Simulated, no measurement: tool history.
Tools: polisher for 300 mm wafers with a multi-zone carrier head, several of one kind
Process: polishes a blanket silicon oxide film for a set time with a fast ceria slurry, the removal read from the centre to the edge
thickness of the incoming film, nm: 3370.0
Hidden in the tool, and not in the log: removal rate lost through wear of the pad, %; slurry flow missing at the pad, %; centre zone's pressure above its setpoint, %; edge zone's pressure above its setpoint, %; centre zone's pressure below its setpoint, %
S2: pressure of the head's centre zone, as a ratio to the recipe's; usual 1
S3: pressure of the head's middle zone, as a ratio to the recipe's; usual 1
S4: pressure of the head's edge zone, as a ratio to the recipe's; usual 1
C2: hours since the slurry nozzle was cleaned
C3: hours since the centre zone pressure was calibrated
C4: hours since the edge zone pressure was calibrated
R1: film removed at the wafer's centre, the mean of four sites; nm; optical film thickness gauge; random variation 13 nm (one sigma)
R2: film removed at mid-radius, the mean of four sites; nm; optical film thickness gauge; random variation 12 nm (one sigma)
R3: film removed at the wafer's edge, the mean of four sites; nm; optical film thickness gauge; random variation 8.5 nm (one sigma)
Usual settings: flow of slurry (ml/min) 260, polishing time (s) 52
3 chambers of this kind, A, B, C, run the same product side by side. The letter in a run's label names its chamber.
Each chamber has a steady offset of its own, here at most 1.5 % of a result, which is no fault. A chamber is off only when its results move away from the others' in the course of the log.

{"run": "1A", "hour": 8.2, "flow of slurry (ml/min)": 260, "S2": 1, "S3": 1, "S4": 1, "polishing time (s)": 52, "wafers polished on this pad": 290, "C2": 217.3, "C3": 211.2, "C4": 49.4, "R1": 1230.3, "R2": 1269.1, "R3": 1257.4}
{"run": "2B", "hour": 17.4, "flow of slurry (ml/min)": 260, "S2": 1, "S3": 1, "S4": 1, "polishing time (s)": 52, "wafers polished on this pad": 464, "C2": 229.9, "C3": 980.5, "C4": 381.6, "R1": 1273.6, "R2": 1277, "R3": 1268.5}
{"run": "3C", "hour": 22.5, "flow of slurry (ml/min)": 260, "S2": 1, "S3": 1, "S4": 1, "polishing time (s)": 52, "wafers polished on this pad": 269, "C2": 99.5, "C3": 27.7, "C4": 527.4, "R1": 1250.9, "R2": 1276.2, "R3": 1256.2}
{"hour": 26.1, "done": "chamber B: edge zone pressure recalibrated"}
{"hour": 26.5, "done": "chamber B: worn pad replaced by a new one"}
{"run": "4A", "hour": 32.5, "flow of slurry (ml/min)": 260, "S2": 1, "S3": 1, "S4": 1, "polishing time (s)": 52, "wafers polished on this pad": 453, "C2": 241.6, "C3": 235.5, "C4": 73.7, "R1": 1254.9, "R2": 1252.5, "R3": 1272.2}
{"hour": 32.9, "done": "chamber B: slurry nozzle cleaned"}
{"run": "5C", "hour": 42.8, "flow of slurry (ml/min)": 260, "S2": 1, "S3": 1, "S4": 1, "polishing time (s)": 52, "wafers polished on this pad": 405, "C2": 119.8, "C3": 48, "C4": 547.7, "R1": 1269.6, "R2": 1261.8, "R3": 1264.9}
{"run": "6B", "hour": 50.1, "flow of slurry (ml/min)": 260, "S2": 1, "S3": 1, "S4": 1, "polishing time (s)": 52, "wafers polished on this pad": 158, "C2": 17.3, "C3": 1013.2, "C4": 24, "R1": 1250.9, "R2": 1280.2, "R3": 1279}
{"run": "7A", "hour": 57.5, "flow of slurry (ml/min)": 260, "S2": 1, "S3": 1, "S4": 1, "polishing time (s)": 52, "wafers polished on this pad": 621, "C2": 266.6, "C3": 260.5, "C4": 98.7, "R1": 1242.9, "R2": 1270.3, "R3": 1263.9}
{"run": "8B", "hour": 66.4, "flow of slurry (ml/min)": 260, "S2": 1, "S3": 1, "S4": 1, "polishing time (s)": 52, "wafers polished on this pad": 267, "C2": 33.6, "C3": 1029.5, "C4": 40.3, "R1": 1292, "R2": 1277.3, "R3": 1266.5}
{"run": "9C", "hour": 71.3, "flow of slurry (ml/min)": 260, "S2": 1, "S3": 1, "S4": 1, "polishing time (s)": 52, "wafers polished on this pad": 596, "C2": 148.3, "C3": 76.5, "C4": 576.2, "R1": 1285.7, "R2": 1293.1, "R3": 1283.9}
{"run": "10C", "hour": 79.7, "flow of slurry (ml/min)": 260, "S2": 1, "S3": 1, "S4": 1, "polishing time (s)": 52, "wafers polished on this pad": 652, "C2": 156.7, "C3": 84.9, "C4": 584.6, "R1": 1256.5, "R2": 1252.6, "R3": 1266.7}
{"run": "11A", "hour": 87.0, "flow of slurry (ml/min)": 260, "S2": 1, "S3": 1, "S4": 1, "polishing time (s)": 52, "wafers polished on this pad": 818, "C2": 296.1, "C3": 290, "C4": 128.2, "R1": 1240.1, "R2": 1249.3, "R3": 1269.7}
{"run": "12B", "hour": 93.1, "flow of slurry (ml/min)": 260, "S2": 1, "S3": 1, "S4": 1, "polishing time (s)": 52, "wafers polished on this pad": 446, "C2": 60.3, "C3": 1056.2, "C4": 67, "R1": 1284.4, "R2": 1254, "R3": 1285.4}
{"hour": 97.0, "done": "chamber B: worn pad replaced by a new one"}
{"run": "13A", "hour": 97.9, "flow of slurry (ml/min)": 260, "S2": 1, "S3": 1, "S4": 1, "polishing time (s)": 52, "wafers polished on this pad": 891, "C2": 307, "C3": 300.9, "C4": 139.1, "R1": 1258.5, "R2": 1282.6, "R3": 1265.5}
{"hour": 100.7, "done": "chamber B: centre zone pressure recalibrated"}
{"run": "14C", "hour": 107.8, "flow of slurry (ml/min)": 260, "S2": 1, "S3": 1, "S4": 1, "polishing time (s)": 52, "wafers polished on this pad": 840, "C2": 184.8, "C3": 113, "C4": 612.7, "R1": 1264.9, "R2": 1253.4, "R3": 1268.4}
{"run": "15B", "hour": 114.1, "flow of slurry (ml/min)": 315, "S2": 1.07, "S3": 1, "S4": 1, "polishing time (s)": 52, "wafers polished on this pad": 114, "C2": 81.3, "C3": 13.5, "C4": 88, "R1": 1421.9, "R2": 1308.6, "R3": 1288.1}
{"run": "16A", "hour": 120.3, "flow of slurry (ml/min)": 315, "S2": 1.07, "S3": 1, "S4": 1, "polishing time (s)": 52, "wafers polished on this pad": 1041, "C2": 329.4, "C3": 323.3, "C4": 161.5, "R1": 1385.2, "R2": 1286.6, "R3": 1274.7}
{"run": "17C", "hour": 126.4, "flow of slurry (ml/min)": 315, "S2": 1.07, "S3": 1, "S4": 1, "polishing time (s)": 52, "wafers polished on this pad": 965, "C2": 203.4, "C3": 131.6, "C4": 631.3, "R1": 1407.3, "R2": 1288.1, "R3": 1289.9}
{"run": "18B", "hour": 133.9, "flow of slurry (ml/min)": 260, "S2": 1, "S3": 1, "S4": 1, "polishing time (s)": 52, "wafers polished on this pad": 247, "C2": 101.1, "C3": 33.3, "C4": 107.8, "R1": 1261.2, "R2": 1258.5, "R3": 1269.3}
{"run": "19C", "hour": 143.3, "flow of slurry (ml/min)": 260, "S2": 1, "S3": 1, "S4": 1, "polishing time (s)": 52, "wafers polished on this pad": 1078, "C2": 220.3, "C3": 148.5, "C4": 648.2, "R1": 1259.3, "R2": 1278.6, "R3": 1259.5}
{"run": "20B", "hour": 149.3, "flow of slurry (ml/min)": 260, "S2": 1, "S3": 1, "S4": 1, "polishing time (s)": 52, "wafers polished on this pad": 350, "C2": 116.5, "C3": 48.7, "C4": 123.2, "R1": 1298.1, "R2": 1299.1, "R3": 1280.1}
{"run": "21A", "hour": 158.2, "flow of slurry (ml/min)": 260, "S2": 1, "S3": 1, "S4": 1, "polishing time (s)": 52, "wafers polished on this pad": 1295, "C2": 367.3, "C3": 361.2, "C4": 199.4, "R1": 1247.4, "R2": 1247.1, "R3": 1241.5}
{"run": "22B", "hour": 164.4, "flow of slurry (ml/min)": 260, "S2": 1, "S3": 1, "S4": 1, "polishing time (s)": 52, "wafers polished on this pad": 451, "C2": 131.6, "C3": 63.8, "C4": 138.3, "R1": 1271, "R2": 1283.6, "R3": 1265.2}
{"hour": 168.6, "done": "chamber C: worn pad replaced by a new one"}
{"run": "23A", "hour": 172.8, "flow of slurry (ml/min)": 260, "S2": 1, "S3": 1, "S4": 1, "polishing time (s)": 52, "wafers polished on this pad": 1393, "C2": 381.9, "C3": 375.8, "C4": 214, "R1": 1245.6, "R2": 1242.4, "R3": 1260}
{"run": "24C", "hour": 180.1, "flow of slurry (ml/min)": 260, "S2": 1, "S3": 1, "S4": 1, "polishing time (s)": 52, "wafers polished on this pad": 77, "C2": 257.1, "C3": 185.3, "C4": 685, "R1": 1248.6, "R2": 1266.1, "R3": 1263.1}
{"hour": 182.6, "done": "chamber B: worn pad replaced by a new one"}
{"run": "25C", "hour": 185.8, "flow of slurry (ml/min)": 260, "S2": 0.92, "S3": 1, "S4": 1, "polishing time (s)": 52, "wafers polished on this pad": 115, "C2": 262.8, "C3": 191, "C4": 690.7, "R1": 1156.3, "R2": 1273.7, "R3": 1269.5}
{"run": "26A", "hour": 194.4, "flow of slurry (ml/min)": 260, "S2": 0.92, "S3": 1, "S4": 1, "polishing time (s)": 52, "wafers polished on this pad": 1538, "C2": 403.5, "C3": 397.4, "C4": 235.6, "R1": 1135.6, "R2": 1233.6, "R3": 1221.1}
{"run": "27B", "hour": 202.7, "flow of slurry (ml/min)": 260, "S2": 0.92, "S3": 1, "S4": 1, "polishing time (s)": 52, "wafers polished on this pad": 134, "C2": 169.9, "C3": 102.1, "C4": 176.6, "R1": 1189.4, "R2": 1283.8, "R3": 1274.7}
{"run": "28C", "hour": 207.9, "flow of slurry (ml/min)": 260, "S2": 1, "S3": 1, "S4": 1, "polishing time (s)": 52, "wafers polished on this pad": 263, "C2": 284.9, "C3": 213.1, "C4": 712.8, "R1": 1267.5, "R2": 1261.6, "R3": 1246}
{"run": "29B", "hour": 216.0, "flow of slurry (ml/min)": 260, "S2": 1, "S3": 1, "S4": 1, "polishing time (s)": 52, "wafers polished on this pad": 223, "C2": 183.2, "C3": 115.4, "C4": 189.9, "R1": 1284.6, "R2": 1261.8, "R3": 1273.5}
{"run": "30A", "hour": 222.7, "flow of slurry (ml/min)": 260, "S2": 1, "S3": 1, "S4": 1, "polishing time (s)": 52, "wafers polished on this pad": 1727, "C2": 431.8, "C3": 425.7, "C4": 263.9, "R1": 1202.9, "R2": 1223.5, "R3": 1209.6}
{"run": "31A", "hour": 227.8, "flow of slurry (ml/min)": 260, "S2": 1, "S3": 1, "S4": 1, "polishing time (s)": 52, "wafers polished on this pad": 1761, "C2": 436.9, "C3": 430.8, "C4": 269, "R1": 1180.9, "R2": 1210, "R3": 1221.9}
{"run": "32C", "hour": 236.7, "flow of slurry (ml/min)": 260, "S2": 1, "S3": 1.04, "S4": 1.04, "polishing time (s)": 52, "wafers polished on this pad": 456, "C2": 313.7, "C3": 241.9, "C4": 741.6, "R1": 1262.3, "R2": 1314.5, "R3": 1293.3}
{"run": "33B", "hour": 245.9, "flow of slurry (ml/min)": 260, "S2": 1, "S3": 1.04, "S4": 1.04, "polishing time (s)": 52, "wafers polished on this pad": 424, "C2": 213.1, "C3": 145.3, "C4": 219.8, "R1": 1294.9, "R2": 1323.6, "R3": 1302.4}
{"run": "34C", "hour": 253.8, "flow of slurry (ml/min)": 260, "S2": 1, "S3": 1.04, "S4": 1.04, "polishing time (s)": 52, "wafers polished on this pad": 571, "C2": 330.8, "C3": 259, "C4": 758.7, "R1": 1269.7, "R2": 1338.7, "R3": 1287.6}
{"hour": 261.8, "done": "chamber B: worn pad replaced by a new one"}
{"run": "35A", "hour": 263.1, "flow of slurry (ml/min)": 260, "S2": 0.95, "S3": 1, "S4": 1.1, "polishing time (s)": 52, "wafers polished on this pad": 1998, "C2": 472.2, "C3": 466.1, "C4": 304.3, "R1": 1095.2, "R2": 1209.9, "R3": 1262.8}
{"run": "36B", "hour": 270.3, "flow of slurry (ml/min)": 260, "S2": 0.95, "S3": 1, "S4": 1.1, "polishing time (s)": 52, "wafers polished on this pad": 56, "C2": 237.5, "C3": 169.7, "C4": 244.2, "R1": 1209.2, "R2": 1291.3, "R3": 1335.7}
{"run": "37A", "hour": 280.1, "flow of slurry (ml/min)": 260, "S2": 0.95, "S3": 1, "S4": 1.1, "polishing time (s)": 52, "wafers polished on this pad": 2112, "C2": 489.2, "C3": 483.1, "C4": 321.3, "R1": 1128.3, "R2": 1188.5, "R3": 1250.1}
{"run": "38B", "hour": 286.2, "flow of slurry (ml/min)": 260, "S2": 1, "S3": 1, "S4": 1, "polishing time (s)": 52, "wafers polished on this pad": 163, "C2": 253.4, "C3": 185.6, "C4": 260.1, "R1": 1288.8, "R2": 1261.7, "R3": 1255.6}
{"hour": 295.7, "done": "chamber B: slurry nozzle cleaned"}
{"run": "39C", "hour": 296.1, "flow of slurry (ml/min)": 260, "S2": 1, "S3": 1, "S4": 1, "polishing time (s)": 52, "wafers polished on this pad": 854, "C2": 373.1, "C3": 301.3, "C4": 801, "R1": 1254.7, "R2": 1283.6, "R3": 1269.3}
{"run": "40B", "hour": 306.1, "flow of slurry (ml/min)": 260, "S2": 1, "S3": 1, "S4": 1, "polishing time (s)": 52, "wafers polished on this pad": 296, "C2": 10.4, "C3": 205.5, "C4": 280, "R1": 1290.9, "R2": 1284.8, "R3": 1275}
{"run": "41A", "hour": 311.7, "flow of slurry (ml/min)": 260, "S2": 1, "S3": 1, "S4": 1, "polishing time (s)": 52, "wafers polished on this pad": 2323, "C2": 520.8, "C3": 514.7, "C4": 352.9, "R1": 1171.6, "R2": 1173, "R3": 1192.4}
{"run": "42C", "hour": 318.1, "flow of slurry (ml/min)": 260, "S2": 1, "S3": 1, "S4": 1, "polishing time (s)": 52, "wafers polished on this pad": 1001, "C2": 395.1, "C3": 323.3, "C4": 823, "R1": 1262, "R2": 1271.9, "R3": 1253.8}

Next, every chamber runs the same settings. What will each give?
{"run": "43A", "hour": 325.5, "flow of slurry (ml/min)": 260, "S2": 1, "S3": 1, "S4": 1, "polishing time (s)": 52, "R1": "?", "R2": "?", "R3": "?"}
{"run": "43B", "hour": 325.5, "flow of slurry (ml/min)": 260, "S2": 1, "S3": 1, "S4": 1, "polishing time (s)": 52, "R1": "?", "R2": "?", "R3": "?"}
{"run": "43C", "hour": 325.5, "flow of slurry (ml/min)": 260, "S2": 1, "S3": 1, "S4": 1, "polishing time (s)": 52, "R1": "?", "R2": "?", "R3": "?"}

run=43A R1=1137.9 R2=1173.5 R3=1172.4
run=43B R1=1278 R2=1273.5 R3=1279
run=43C R1=1276.9 R2=1278.7 R3=1284.7
